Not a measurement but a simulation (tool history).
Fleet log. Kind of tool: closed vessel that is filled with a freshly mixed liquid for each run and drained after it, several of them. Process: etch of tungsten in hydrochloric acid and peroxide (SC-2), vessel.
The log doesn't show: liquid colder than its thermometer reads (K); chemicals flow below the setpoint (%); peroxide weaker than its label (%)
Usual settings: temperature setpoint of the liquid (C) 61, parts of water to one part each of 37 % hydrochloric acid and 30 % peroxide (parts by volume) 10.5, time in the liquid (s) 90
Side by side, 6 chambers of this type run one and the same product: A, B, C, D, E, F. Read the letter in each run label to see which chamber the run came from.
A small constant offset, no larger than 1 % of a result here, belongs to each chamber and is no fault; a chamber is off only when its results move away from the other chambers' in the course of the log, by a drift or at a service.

run	day	temperature setpoint of the liquid (C)	parts of water to one part each of 37 % hydrochloric acid and 30 % peroxide (parts by volume)	time in the liquid (s)	hours since the thermometer was replaced	hours since the chemicals flow meter was replaced	hours since the drum of peroxide was connected	read-back film thickness of the tungsten reference wafer, read on the same gauge (nm)	thickness taken off the tungsten on a monitor wafer (angstrom)
1F	0.175	61	10.5	90	640.1	416.7	26.5	140	205.17
2C	0.367	61	10.5	90	516.8	389.1	234.3	140.02	205.98
3D	0.529	61	10.5	90	1175.5	1364.4	939.2	140.01	207.67
4E	0.696	61	10.5	90	66.5	833	626.6	140.01	205.52
5A	0.854	61	10.5	90	469.6	313.8	824.2	139.98	207.39
6B	1.004	61	10.5	90	1375.7	152.9	753.7	140.01	205.88
7F	1.188	61	10.5	90	664.4	441	50.8	139.99	205.74
# day 1.25: chamber E: new drum of peroxide connected
8C	1.388	61	10.5	90	541.3	413.6	258.8	140.02	206.23
9B	1.504	61	8	90	1387.7	164.9	765.7	139.99	257.05
10E	1.679	61	8	90	90.1	856.6	10.3	140.01	255.65
11D	1.804	61	8	90	1206.1	1395	969.8	139.98	259.15
12A	1.908	61	8	90	494.9	339.1	849.5	140.01	257.58
13B	2.054	61	8	90	1400.9	178.1	778.9	139.99	257.57
14E	2.179	61	8	90	102.1	868.6	22.3	140.02	256.23
15F	2.321	61	10.5	90	691.6	468.2	78	140	205.39
16A	2.521	61	10.5	90	509.6	353.8	864.2	140.01	208.57
17C	2.642	61	10.5	90	571.4	443.7	288.9	140.01	206.55
# day 2.662: chamber C: thermometer replaced
18D	2.762	61	10.5	90	1229.1	1418	992.8	140	206.73
19F	2.9	61	10.5	90	705.5	482.1	91.9	140.02	206.74
# day 2.921: chamber E: chemicals flow meter replaced
20E	3.021	61	10.5	90	122.3	2.4	42.5	139.98	205.31
21B	3.121	61	10.5	90	1426.5	203.7	804.5	139.98	205.4
22C	3.292	61	10.5	90	15.1	459.3	304.5	140	205.9
23A	3.404	61	8	110	530.8	375	885.4	139.99	314.41
24D	3.538	61	8	110	1247.7	1436.6	1011.4	140.01	312.39
25E	3.667	61	8	110	137.8	17.9	58	140.02	312.29
26F	3.779	61	8	110	726.6	503.2	113	139.99	315.73
27D	3.967	61	8	110	1258	1446.9	1021.7	140.01	317.22
# day 4.096: chamber C: new drum of peroxide connected
28B	4.167	61	8	110	1451.6	228.8	829.6	139.97	313.61
29C	4.35	61	10.5	90	40.5	484.7	6.1	140.01	206.2
30A	4.571	64.5	10.5	110	558.8	403	913.4	139.98	316.56
31A	4.704	64.5	10.5	110	562	406.2	916.6	139.99	316.22
32F	4.821	64.5	10.5	110	751.6	528.2	138	140.03	314.59
33C	4.983	64.5	10.5	110	55.7	499.9	21.3	139.99	314.36
# day 5.075: chamber D: new drum of peroxide connected
34B	5.2	64.5	10.5	110	1476.4	253.6	854.4	140.02	313.67
35D	5.329	64.5	10.5	110	1290.7	1479.6	6.2	139.98	313.77
36E	5.438	61	10.5	90	180.3	60.4	100.5	140.01	205.01
37A	5.617	61	10.5	90	583.9	428.1	938.5	140.02	206.16
38C	5.783	68.5	14	90	74.9	519.1	40.5	140.01	255.62
39B	5.904	68.5	14	90	1493.3	270.5	871.3	140.01	255.26
40F	6.112	68.5	14	90	782.6	559.2	169	140.03	252.21
41E	6.292	68.5	14	90	200.8	80.9	121	140	251.2
42D	6.504	68.5	14	90	1318.9	1507.8	34.4	140	254.31

Is one chamber off against the others, does the gauge drift, or is nothing wrong? If a chamber is off, say which, and what the likeliest cause is.

The fleet is healthy, with each chamber sitting at its usual small offset and no drift in the gauge.

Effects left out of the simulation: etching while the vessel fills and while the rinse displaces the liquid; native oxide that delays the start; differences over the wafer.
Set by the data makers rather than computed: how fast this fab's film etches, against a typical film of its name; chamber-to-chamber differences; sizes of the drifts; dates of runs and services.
